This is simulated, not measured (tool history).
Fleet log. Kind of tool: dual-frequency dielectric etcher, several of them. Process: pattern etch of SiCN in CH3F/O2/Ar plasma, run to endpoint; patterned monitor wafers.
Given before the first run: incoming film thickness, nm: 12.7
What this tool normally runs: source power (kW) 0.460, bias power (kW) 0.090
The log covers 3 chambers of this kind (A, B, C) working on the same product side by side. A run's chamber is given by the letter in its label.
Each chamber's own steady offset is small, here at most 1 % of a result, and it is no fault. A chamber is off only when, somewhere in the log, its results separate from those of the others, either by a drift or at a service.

run 1A day=0.212 | source_power_(kW)=0.460 bias_power_(kW)=0.090 | endpoint_time_(s)=29.463
run 2C day=0.450 | source_power_(kW)=0.460 bias_power_(kW)=0.090 | endpoint_time_(s)=29.583
run 3B day=0.696 | source_power_(kW)=0.460 bias_power_(kW)=0.090 | endpoint_time_(s)=29.828
run 4A day=0.896 | source_power_(kW)=0.460 bias_power_(kW)=0.090 | endpoint_time_(s)=29.478
run 5B day=1.133 | source_power_(kW)=0.460 bias_power_(kW)=0.090 | endpoint_time_(s)=29.690
run 6C day=1.271 | source_power_(kW)=0.350 bias_power_(kW)=0.110 | endpoint_time_(s)=30.597
run 7C day=1.521 | source_power_(kW)=0.350 bias_power_(kW)=0.110 | endpoint_time_(s)=30.472
run 8A day=1.658 | source_power_(kW)=0.350 bias_power_(kW)=0.110 | endpoint_time_(s)=30.327
run 9B day=1.862 | source_power_(kW)=0.460 bias_power_(kW)=0.090 | endpoint_time_(s)=29.701
-- day=1.975 chamber A: wet clean of the chamber
run 10A day=2.004 | source_power_(kW)=0.460 bias_power_(kW)=0.090 | endpoint_time_(s)=28.716
run 11C day=2.275 | source_power_(kW)=0.460 bias_power_(kW)=0.090 | endpoint_time_(s)=29.579
run 12B day=2.425 | source_power_(kW)=0.460 bias_power_(kW)=0.090 | endpoint_time_(s)=29.425
run 13A day=2.662 | source_power_(kW)=0.460 bias_power_(kW)=0.090 | endpoint_time_(s)=28.641
run 14C day=2.912 | source_power_(kW)=0.460 bias_power_(kW)=0.079 | endpoint_time_(s)=30.961
run 15B day=3.129 | source_power_(kW)=0.460 bias_power_(kW)=0.079 | endpoint_time_(s)=30.977
run 16A day=3.279 | source_power_(kW)=0.460 bias_power_(kW)=0.079 | endpoint_time_(s)=30.134
run 17B day=3.512 | source_power_(kW)=0.460 bias_power_(kW)=0.090 | endpoint_time_(s)=29.801
run 18C day=3.804 | source_power_(kW)=0.460 bias_power_(kW)=0.090 | endpoint_time_(s)=29.450
run 19B day=4.017 | source_power_(kW)=0.460 bias_power_(kW)=0.090 | endpoint_time_(s)=29.658
run 20A day=4.308 | source_power_(kW)=0.460 bias_power_(kW)=0.090 | endpoint_time_(s)=28.833
run 21C day=4.575 | source_power_(kW)=0.460 bias_power_(kW)=0.090 | endpoint_time_(s)=29.425
run 22C day=4.800 | source_power_(kW)=0.460 bias_power_(kW)=0.090 | endpoint_time_(s)=29.447

Is one chamber off against the others, does the gauge drift, or is nothing wrong? If a chamber is off, say which, and what the likeliest cause is.

A service on chamber A put it out of line with the rest.
Likeliest cause: etch rate over this chamber's usual, % = 2.82.

Here are 4 candidates for chamber A's next run, each the usual settings with a change, their results left as question marks. Which one brings its results back in line with what the others give on the usual settings?
Counts as in line when no further than this from what the other chambers average on the usual settings: endpoint time (s) 0.430
run 23A-1 day=5.012 | source_power_(kW)=0.420 bias_power_(kW)=0.083 | endpoint_time_(s)=?
run 23A-2 day=5.012 | source_power_(kW)=0.460 bias_power_(kW)=0.098 | endpoint_time_(s)=?
run 23A-3 day=5.012 | source_power_(kW)=0.440 bias_power_(kW)=0.086 | endpoint_time_(s)=?
run 23A-4 day=5.012 | source_power_(kW)=0.500 bias_power_(kW)=0.097 | endpoint_time_(s)=?

Mean of the other chambers on the usual settings: endpoint time (s) 29.627
run=23A-1 endpoint_time_(s)=30.549
run=23A-2 endpoint_time_(s)=27.774
run=23A-3 endpoint_time_(s)=29.636
run=23A-4 endpoint_time_(s)=27.032
23A-3 puts the chamber back in line with the other chambers.
